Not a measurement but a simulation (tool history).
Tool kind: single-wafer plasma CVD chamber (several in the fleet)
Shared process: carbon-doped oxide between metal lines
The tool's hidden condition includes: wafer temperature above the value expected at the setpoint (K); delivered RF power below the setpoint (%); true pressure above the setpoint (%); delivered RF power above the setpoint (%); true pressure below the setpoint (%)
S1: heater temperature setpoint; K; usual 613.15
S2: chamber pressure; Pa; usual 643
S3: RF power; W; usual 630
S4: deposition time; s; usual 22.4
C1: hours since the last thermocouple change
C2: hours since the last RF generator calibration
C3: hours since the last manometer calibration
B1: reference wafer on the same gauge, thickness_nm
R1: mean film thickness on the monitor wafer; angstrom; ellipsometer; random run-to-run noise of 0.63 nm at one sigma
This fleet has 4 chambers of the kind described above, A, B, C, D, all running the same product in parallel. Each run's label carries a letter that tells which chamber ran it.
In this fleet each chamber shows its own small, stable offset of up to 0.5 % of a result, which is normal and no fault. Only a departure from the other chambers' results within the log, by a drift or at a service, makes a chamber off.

run	hour	S1	S2	S3	S4	C1	C2	C3	B1	R1
1B	12.2	613.15	643	630	22.4	2529.2	106.1	266.0	145.17	1368.5
2D	20.2	613.15	643	630	22.4	454.6	172.4	903.4	144.88	1353.8
3C	31.1	613.15	643	630	22.4	1223.6	1139.8	1347.5	145.00	1345.3
4A	38.9	613.15	643	630	22.4	1054.1	239.6	338.8	144.95	1345.9
5B	45.6	613.15	643	630	22.4	2562.6	139.5	299.4	144.99	1355.2
6D	59.3	613.15	643	630	22.4	493.7	211.5	942.5	144.98	1360.5
7A	70.0	613.15	643	630	22.4	1085.2	270.7	369.9	145.01	1359.2
8C	82.3	613.15	643	630	22.4	1274.8	1191.0	1398.7	144.97	1347.4
9B	90.0	613.15	643	630	22.4	2607.0	183.9	343.8	145.08	1358.6
10A	99.7	613.15	501	555	22.4	1114.9	300.4	399.6	144.80	1225.7
11D	113.8	613.15	501	555	22.4	548.2	266.0	997.0	145.06	1218.0
12C	124.5	613.15	501	555	22.4	1317.0	1233.2	1440.9	144.97	1210.5
13D	137.9	613.15	501	555	22.4	572.3	290.1	1021.1	144.89	1221.3
14B	151.1	613.15	643	630	22.4	2668.1	245.0	404.9	145.10	1349.5
15C	163.2	622.15	643	630	22.4	1355.7	1271.9	1479.6	145.02	1314.6
16A	171.0	622.15	643	630	22.4	1186.2	371.7	470.9	145.10	1317.6
17D	180.5	622.15	643	630	22.4	614.9	332.7	1063.7	145.05	1327.5
18A	194.3	622.15	643	630	22.4	1209.5	395.0	494.2	144.82	1317.5
19C	204.1	613.15	643	630	22.4	1396.6	1312.8	1520.5	144.98	1347.1
20B	214.2	613.15	643	630	22.4	2731.2	308.1	468.0	145.04	1354.0
21D	222.1	613.15	643	745	22.4	656.5	374.3	1105.3	145.06	1504.2
22A	235.7	613.15	643	745	22.4	1250.9	436.4	535.6	144.97	1517.3
23B	245.8	613.15	643	745	22.4	2762.8	339.7	499.6	145.01	1501.5
# hour 256.4: chamber D: capacitance manometer re-zeroed and calibrated
24C	257.1	613.15	643	745	22.4	1449.6	1365.8	1573.5	145.02	1500.2
25D	264.0	613.15	643	630	22.4	698.4	416.2	7.6	144.88	1365.4
26A	275.3	613.15	643	630	22.4	1290.5	476.0	575.2	145.01	1365.1
27B	284.2	613.15	643	630	22.4	2801.2	378.1	538.0	145.06	1360.5
28C	297.6	613.15	643	630	22.4	1490.1	1406.3	1614.0	145.05	1353.2
29D	310.8	613.15	643	630	22.4	745.2	463.0	54.4	144.98	1361.2
30A	317.8	613.15	643	630	22.4	1333.0	518.5	617.7	144.95	1363.8
# hour 323.3: chamber B: thermocouple changed; heater temperature recalibrated
31B	327.9	613.15	643	630	22.4	4.6	421.8	581.7	145.10	1358.8
32C	334.7	613.15	643	630	22.4	1527.2	1443.4	1651.1	145.02	1352.5
33B	344.4	613.15	643	630	22.4	21.1	438.3	598.2	144.72	1351.0
34C	354.3	613.15	643	630	22.4	1546.8	1463.0	1670.7	144.93	1360.9
35A	360.7	613.15	643	630	22.4	1375.9	561.4	660.6	145.12	1353.2
36D	372.3	613.15	643	630	22.4	806.7	524.5	115.9	145.00	1359.1

Is one chamber out of step, is the gauge drifting, or do the chambers differ by no more than their own small offsets? For an off chamber, give its letter and the likeliest cause.

Nothing is wrong: each chamber keeps only its own small, steady offset and the gauge holds still.

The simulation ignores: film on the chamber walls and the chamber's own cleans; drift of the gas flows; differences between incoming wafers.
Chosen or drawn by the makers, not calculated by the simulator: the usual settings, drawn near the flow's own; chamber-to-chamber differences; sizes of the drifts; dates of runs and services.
